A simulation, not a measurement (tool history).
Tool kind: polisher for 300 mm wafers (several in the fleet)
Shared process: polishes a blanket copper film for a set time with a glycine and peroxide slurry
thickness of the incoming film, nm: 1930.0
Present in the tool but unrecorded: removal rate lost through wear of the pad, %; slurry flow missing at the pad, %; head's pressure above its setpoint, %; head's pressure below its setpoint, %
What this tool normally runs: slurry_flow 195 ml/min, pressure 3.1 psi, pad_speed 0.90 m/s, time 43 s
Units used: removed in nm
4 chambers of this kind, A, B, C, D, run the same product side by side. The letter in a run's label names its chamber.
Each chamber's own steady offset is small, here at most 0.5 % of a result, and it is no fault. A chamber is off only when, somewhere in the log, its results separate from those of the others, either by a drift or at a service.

run   hour  slurry_flow  pressure  pad_speed  time  wafers polished on this pad  hours since the slurry nozzle was cleaned  hours since the head pressure was calibrated  removed
 1C    5.7          195       3.1       0.90    43                          482                                       72.4                                         222.8   201.60
 2D    9.6          195       3.1       0.90    43                          697                                      211.4                                         455.3   198.68
 3A   14.0          195       3.1       0.90    43                          612                                      360.2                                         388.0   206.02
 4B   18.5          195       3.1       0.90    43                          193                                      306.4                                         151.5   202.44
 5A   24.2          195       3.1       0.90    43                          709                                      370.4                                         398.2   207.51
 6B   30.7          195       3.1       0.90    43                          309                                      318.6                                         163.7   200.71
 7D   34.3          195       3.1       0.90    43                          931                                      236.1                                         480.0   196.81
 8C   40.6          195       3.1       0.62    43                          813                                      107.3                                         257.7   153.54
      41.5  -- chamber D: worn pad replaced by a new one
 9B   43.5          195       3.1       0.62    43                          430                                      331.4                                         176.5   149.75
      45.4  -- chamber C: worn pad replaced by a new one
10D   47.4          195       3.1       0.62    43                           56                                      249.2                                         493.1   148.43
11C   53.4          195       3.1       0.62    43                           76                                      120.1                                         270.5   150.86
      54.0  -- chamber B: worn pad replaced by a new one
12A   57.1          195       3.1       0.90    43                         1020                                      403.3                                         431.1   205.39
      61.5  -- chamber B: slurry nozzle cleaned
13B   63.6          245       2.1       0.90    43                           90                                        2.2                                         196.6   152.29
14A   69.5          245       2.1       0.90    43                         1137                                      415.7                                         443.5   151.49
      73.9  -- chamber A: worn pad replaced by a new one
15C   74.5          245       2.1       0.90    43                          276                                      141.2                                         291.6   151.55
16D   78.3          245       2.1       0.90    43                          349                                      280.1                                         524.0   152.00
17C   84.7          195       3.1       0.90    43                          372                                      151.4                                         301.8   202.45
18A   88.4          195       3.1       0.90    43                          137                                      434.6                                         462.4   202.43
19B   92.7          195       3.1       0.90    43                          366                                       31.3                                         225.7   204.39
      93.6  -- chamber D: slurry nozzle cleaned
20D   96.1          195       3.1       0.90    43                          517                                        2.5                                         541.8   199.69
21C  101.5          160       3.1       1.06    43                          531                                      168.2                                         318.6   225.08
22D  107.0          160       3.1       1.06    43                          620                                       13.4                                         552.7   224.43
23A  110.7          160       3.1       1.06    43                          348                                      456.9                                         484.7   227.97
     113.1  -- chamber B: worn pad replaced by a new one
24B  115.2          160       3.1       1.06    43                           20                                       53.8                                         248.2   217.79
25A  119.2          195       3.1       0.90    43                          429                                      465.4                                         493.2   201.96
26B  122.6          195       2.5       0.90    43                           90                                       61.2                                         255.6   162.68
     127.7  -- chamber D: worn pad replaced by a new one
27D  127.8          195       2.5       0.90    43                            1                                       34.2                                         573.5   171.92
28C  132.5          195       2.5       0.90    43                          825                                      199.2                                         349.6   168.50
29C  135.9          195       2.5       0.90    43                          857                                      202.6                                         353.0   166.48
30A  139.2          195       3.1       0.90    43                          618                                      485.4                                         513.2   200.66
31D  145.3          195       3.1       0.90    43                          167                                       51.7                                         591.0   199.58
32B  148.9          195       3.1       0.90    43                          339                                       87.5                                         281.9   191.22
33A  154.2          195       3.1       0.90    43                          760                                      500.4                                         528.2   200.56

All chambers now run identical settings, listed one chamber a line with results as question marks. What results will each chamber show?
34A  158.9          195       3.1       0.90    43                                                                                                                              ?
34B  158.9          195       3.1       0.90    43                                                                                                                              ?
34C  158.9          195       3.1       0.90    43                                                                                                                              ?
34D  158.9          195       3.1       0.90    43                                                                                                                              ?

run  removed
34A   203.20
34B   187.69
34C   201.04
34D   202.44
